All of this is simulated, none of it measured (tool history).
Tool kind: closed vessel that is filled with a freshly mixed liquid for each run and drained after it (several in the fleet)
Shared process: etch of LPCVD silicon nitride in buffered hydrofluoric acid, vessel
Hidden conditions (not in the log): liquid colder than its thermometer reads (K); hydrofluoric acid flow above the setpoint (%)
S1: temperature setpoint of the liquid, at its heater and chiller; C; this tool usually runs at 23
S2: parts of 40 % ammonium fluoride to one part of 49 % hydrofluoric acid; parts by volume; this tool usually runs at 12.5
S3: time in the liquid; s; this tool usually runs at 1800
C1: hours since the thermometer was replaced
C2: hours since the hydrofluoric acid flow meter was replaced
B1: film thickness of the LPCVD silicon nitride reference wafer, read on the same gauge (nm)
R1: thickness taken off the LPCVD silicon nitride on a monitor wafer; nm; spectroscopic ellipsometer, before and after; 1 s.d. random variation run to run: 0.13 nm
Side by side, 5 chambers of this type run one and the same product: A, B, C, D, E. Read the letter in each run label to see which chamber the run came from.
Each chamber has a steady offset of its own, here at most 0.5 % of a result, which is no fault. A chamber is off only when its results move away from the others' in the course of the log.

{"run": "1A", "hour": 7.4, "S1": 23, "S2": 12.5, "S3": 1800, "C1": 1631.6, "C2": 102.2, "B1": 60.017, "R1": 20.01}
{"run": "2C", "hour": 16.1, "S1": 23, "S2": 12.5, "S3": 1800, "C1": 1179.3, "C2": 678.6, "B1": 60.017, "R1": 20.198}
{"run": "3B", "hour": 22.7, "S1": 23, "S2": 12.5, "S3": 1800, "C1": 1158.1, "C2": 955.1, "B1": 60.013, "R1": 19.965}
{"run": "4D", "hour": 29.8, "S1": 23, "S2": 12.5, "S3": 1800, "C1": 864.2, "C2": 583.1, "B1": 60.026, "R1": 20.149}
{"run": "5E", "hour": 34.6, "S1": 25.5, "S2": 12.5, "S3": 2395, "C1": 1129.7, "C2": 1333.8, "B1": 60.023, "R1": 30.567}
{"run": "6A", "hour": 40.3, "S1": 25.5, "S2": 12.5, "S3": 2395, "C1": 1664.5, "C2": 135.1, "B1": 60.012, "R1": 30.366}
{"run": "7C", "hour": 47.9, "S1": 25.5, "S2": 12.5, "S3": 2395, "C1": 1211.1, "C2": 710.4, "B1": 59.983, "R1": 30.606}
{"run": "8E", "hour": 52.3, "S1": 25.5, "S2": 12.5, "S3": 2395, "C1": 1147.4, "C2": 1351.5, "B1": 60.013, "R1": 30.752}
{"hour": 57.0, "done": "chamber E: thermometer replaced"}
{"run": "9D", "hour": 61.5, "S1": 25.5, "S2": 12.5, "S3": 2395, "C1": 895.9, "C2": 614.8, "B1": 60.018, "R1": 30.734}
{"run": "10B", "hour": 70.0, "S1": 23, "S2": 12.5, "S3": 1800, "C1": 1205.4, "C2": 1002.4, "B1": 60.017, "R1": 19.976}
{"run": "11A", "hour": 77.8, "S1": 23, "S2": 12.5, "S3": 1800, "C1": 1702, "C2": 172.6, "B1": 60.028, "R1": 20.163}
{"run": "12D", "hour": 82.5, "S1": 23, "S2": 12.5, "S3": 1800, "C1": 916.9, "C2": 635.8, "B1": 59.997, "R1": 20.209}
{"run": "13B", "hour": 91.8, "S1": 21.5, "S2": 12.5, "S3": 1800, "C1": 1227.2, "C2": 1024.2, "B1": 59.997, "R1": 18.576}
{"run": "14E", "hour": 99.1, "S1": 21.5, "S2": 12.5, "S3": 1800, "C1": 42.2, "C2": 1398.3, "B1": 60.031, "R1": 18.435}
{"run": "15C", "hour": 105.7, "S1": 21.5, "S2": 12.5, "S3": 1800, "C1": 1268.9, "C2": 768.2, "B1": 59.977, "R1": 18.221}
{"run": "16E", "hour": 110.4, "S1": 21.5, "S2": 12.5, "S3": 1800, "C1": 53.5, "C2": 1409.6, "B1": 59.999, "R1": 18.606}
{"run": "17D", "hour": 118.8, "S1": 21.5, "S2": 12.5, "S3": 1800, "C1": 953.2, "C2": 672.1, "B1": 59.981, "R1": 18.987}
{"run": "18B", "hour": 128.2, "S1": 23, "S2": 12.5, "S3": 1800, "C1": 1263.6, "C2": 1060.6, "B1": 59.983, "R1": 19.904}
{"run": "19C", "hour": 137.1, "S1": 23, "S2": 12.5, "S3": 1800, "C1": 1300.3, "C2": 799.6, "B1": 59.992, "R1": 19.988}
{"run": "20A", "hour": 145.8, "S1": 23, "S2": 12.5, "S3": 2320, "C1": 1770, "C2": 240.6, "B1": 60.002, "R1": 25.974}
{"hour": 152.1, "done": "chamber C: hydrofluoric acid flow meter replaced"}
{"run": "21A", "hour": 154.5, "S1": 23, "S2": 12.5, "S3": 2320, "C1": 1778.7, "C2": 249.3, "B1": 59.988, "R1": 25.882}
{"run": "22E", "hour": 158.8, "S1": 23, "S2": 12.5, "S3": 2320, "C1": 101.9, "C2": 1458, "B1": 60.01, "R1": 26.198}
{"hour": 159.7, "done": "chamber E: hydrofluoric acid flow meter replaced"}
{"run": "23B", "hour": 164.0, "S1": 23, "S2": 12.5, "S3": 2320, "C1": 1299.4, "C2": 1096.4, "B1": 60.003, "R1": 25.828}
{"run": "24D", "hour": 168.5, "S1": 23, "S2": 12.5, "S3": 2320, "C1": 1002.9, "C2": 721.8, "B1": 60.042, "R1": 27.04}
{"run": "25C", "hour": 172.8, "S1": 23, "S2": 12.5, "S3": 1800, "C1": 1336, "C2": 20.7, "B1": 59.991, "R1": 20.067}
{"run": "26B", "hour": 179.8, "S1": 23, "S2": 12.5, "S3": 1800, "C1": 1315.2, "C2": 1112.2, "B1": 59.993, "R1": 19.826}
{"run": "27A", "hour": 185.6, "S1": 23, "S2": 12.5, "S3": 1015, "C1": 1809.8, "C2": 280.4, "B1": 60.02, "R1": 11.283}
{"run": "28E", "hour": 191.2, "S1": 23, "S2": 12.5, "S3": 1015, "C1": 134.3, "C2": 31.5, "B1": 59.972, "R1": 11.28}
{"run": "29C", "hour": 197.7, "S1": 23, "S2": 12.5, "S3": 1015, "C1": 1360.9, "C2": 45.6, "B1": 60.002, "R1": 11.317}
{"run": "30D", "hour": 202.8, "S1": 23, "S2": 12.5, "S3": 1015, "C1": 1037.2, "C2": 756.1, "B1": 60.025, "R1": 11.969}
{"run": "31A", "hour": 211.3, "S1": 23, "S2": 12.5, "S3": 1015, "C1": 1835.5, "C2": 306.1, "B1": 60.016, "R1": 11.32}
{"run": "32E", "hour": 217.3, "S1": 23, "S2": 12.5, "S3": 1800, "C1": 160.4, "C2": 57.6, "B1": 59.975, "R1": 20.209}
{"run": "33D", "hour": 222.6, "S1": 23, "S2": 12.5, "S3": 1800, "C1": 1057, "C2": 775.9, "B1": 59.968, "R1": 21.096}
{"run": "34C", "hour": 230.8, "S1": 23, "S2": 12.5, "S3": 1800, "C1": 1394, "C2": 78.7, "B1": 59.983, "R1": 19.877}
{"run": "35B", "hour": 238.1, "S1": 23, "S2": 12.5, "S3": 1800, "C1": 1373.5, "C2": 1170.5, "B1": 60.023, "R1": 20.03}
{"run": "36B", "hour": 243.2, "S1": 27, "S2": 12.5, "S3": 1800, "C1": 1378.6, "C2": 1175.6, "B1": 60.018, "R1": 24.754}
{"run": "37D", "hour": 248.8, "S1": 27, "S2": 12.5, "S3": 1800, "C1": 1083.2, "C2": 802.1, "B1": 59.994, "R1": 26.925}
{"run": "38A", "hour": 253.0, "S1": 27, "S2": 12.5, "S3": 1800, "C1": 1877.2, "C2": 347.8, "B1": 60.005, "R1": 24.96}
{"run": "39C", "hour": 261.7, "S1": 27, "S2": 12.5, "S3": 1800, "C1": 1424.9, "C2": 109.6, "B1": 60.005, "R1": 24.925}
{"run": "40E", "hour": 266.2, "S1": 27, "S2": 12.5, "S3": 1800, "C1": 209.3, "C2": 106.5, "B1": 60.037, "R1": 24.853}

Does one chamber stand apart from the rest, does the shared gauge drift, or is all well apart from small per-chamber offsets? Give the chamber and the most likely cause, where there is one.

It is chamber D that slowly wanders off from its peers.
Likeliest cause: hydrofluoric acid flow above the setpoint (%) = 7.94.
It could be hard to tell apart here from: liquid hotter than its thermometer reads (K).

Below are 4 candidate recipes for chamber D's next run, each the usual settings with a change, their results shown as question marks. Which of them brings D's results back in line with what the other chambers give on the usual settings?
Allowed miss from the other chambers' usual-settings mean, per result, to count as in line: R1 0.46 nm
{"run": "41D-1", "hour": 273.0, "S1": 23, "S2": 13.5, "S3": 1800, "R1": "?"}
{"run": "41D-2", "hour": 273.0, "S1": 23, "S2": 12.5, "S3": 1765, "R1": "?"}
{"run": "41D-3", "hour": 273.0, "S1": 23, "S2": 12.5, "S3": 1840, "R1": "?"}
{"run": "41D-4", "hour": 273.0, "S1": 24.5, "S2": 12.5, "S3": 1800, "R1": "?"}

What the other chambers average on the usual settings: R1 20.049 nm
run=41D-1 R1=19.999
run=41D-2 R1=21.161
run=41D-3 R1=22.06
run=41D-4 R1=23.424
The answer is 41D-1, which returns the chamber to within the allowed miss of the others.

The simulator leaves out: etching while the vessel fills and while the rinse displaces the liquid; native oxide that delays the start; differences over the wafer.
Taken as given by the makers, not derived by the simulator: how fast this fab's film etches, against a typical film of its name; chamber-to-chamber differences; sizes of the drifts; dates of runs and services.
